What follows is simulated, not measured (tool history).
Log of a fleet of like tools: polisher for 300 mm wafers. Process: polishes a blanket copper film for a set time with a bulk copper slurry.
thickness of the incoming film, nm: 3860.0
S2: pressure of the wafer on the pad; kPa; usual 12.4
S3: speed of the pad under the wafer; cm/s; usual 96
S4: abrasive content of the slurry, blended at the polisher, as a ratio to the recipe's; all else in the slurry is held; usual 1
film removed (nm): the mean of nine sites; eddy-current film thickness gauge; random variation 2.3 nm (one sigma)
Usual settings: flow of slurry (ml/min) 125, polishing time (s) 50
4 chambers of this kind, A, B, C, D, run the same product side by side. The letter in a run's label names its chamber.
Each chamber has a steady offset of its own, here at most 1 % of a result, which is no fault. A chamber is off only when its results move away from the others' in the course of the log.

Run 1B, day 0.238: usual settings. Result: film removed (nm) 238.88.
Run 2A, day 0.383: usual settings. Result: film removed (nm) 239.95.
Run 3C, day 0.625: usual settings. Result: film removed (nm) 235.06.
Run 4D, day 0.850: usual settings. Result: film removed (nm) 233.36.
Run 5C, day 0.975: usual settings. Result: film removed (nm) 234.76.
At day 1.012: chamber A: slurry blender recalibrated.
Run 6D, day 1.183: usual settings. Result: film removed (nm) 231.84.
At day 1.200: chamber B: worn pad replaced by a new one.
Run 7A, day 1.321: usual settings. Result: film removed (nm) 231.20.
Run 8B, day 1.438: usual settings. Result: film removed (nm) 236.41.
Run 9B, day 1.550: usual settings. Result: film removed (nm) 238.99.
Run 10D, day 1.750: usual settings but flow of slurry (ml/min) 90. Result: film removed (nm) 216.03.
Run 11A, day 1.862: usual settings but flow of slurry (ml/min) 90. Result: film removed (nm) 218.47.
Run 12C, day 2.071: usual settings but flow of slurry (ml/min) 90. Result: film removed (nm) 214.17.
Run 13D, day 2.250: usual settings but flow of slurry (ml/min) 90. Result: film removed (nm) 213.79.
Run 14C, day 2.358: usual settings but flow of slurry (ml/min) 100, polishing time (s) 57. Result: film removed (nm) 245.37.
Run 15B, day 2.517: usual settings but flow of slurry (ml/min) 100, polishing time (s) 57. Result: film removed (nm) 258.34.
Run 16A, day 2.683: usual settings but flow of slurry (ml/min) 100, polishing time (s) 57. Result: film removed (nm) 256.10.
At day 2.725: chamber B: slurry blender recalibrated.
Run 17B, day 2.917: usual settings but flow of slurry (ml/min) 100, polishing time (s) 57. Result: film removed (nm) 258.78.
Run 18A, day 3.075: usual settings. Result: film removed (nm) 237.80.
Run 19D, day 3.183: usual settings. Result: film removed (nm) 239.31.
Run 20C, day 3.304: usual settings. Result: film removed (nm) 224.85.
Run 21A, day 3.467: usual settings. Result: film removed (nm) 236.74.
At day 3.608: chamber D: head pressure recalibrated.
At day 3.679: chamber A: slurry nozzle cleaned.
Run 22C, day 3.683: usual settings but flow of slurry (ml/min) 170, S3 68 cm/s. Result: film removed (nm) 168.88.
Run 23D, day 3.817: usual settings but flow of slurry (ml/min) 170, S3 68 cm/s. Result: film removed (nm) 174.37.
Run 24B, day 3.988: usual settings but flow of slurry (ml/min) 170, S3 68 cm/s. Result: film removed (nm) 172.63.
At day 4.012: chamber D: slurry blender recalibrated.
Run 25B, day 4.221: usual settings but flow of slurry (ml/min) 170, S3 68 cm/s. Result: film removed (nm) 178.18.
At day 4.433: chamber C: slurry blender recalibrated.
Run 26C, day 4.446: usual settings. Result: film removed (nm) 217.26.
At day 4.483: chamber A: worn pad replaced by a new one.
Run 27D, day 4.579: usual settings. Result: film removed (nm) 230.58.
Run 28A, day 4.792: usual settings but S2 14.5 kPa. Result: film removed (nm) 274.72.

All 4 chambers run these settings next. Forecast each chamber's results:
Run 29A, day 4.967: usual settings but polishing time (s) 42. Result: film removed (nm) ?.
Run 29B, day 4.967: usual settings but polishing time (s) 42. Result: film removed (nm) ?.
Run 29C, day 4.967: usual settings but polishing time (s) 42. Result: film removed (nm) ?.
Run 29D, day 4.967: usual settings but polishing time (s) 42. Result: film removed (nm) ?.

run  film removed (nm)
29A             197.86
29B             197.32
29C             180.17
29D             196.98
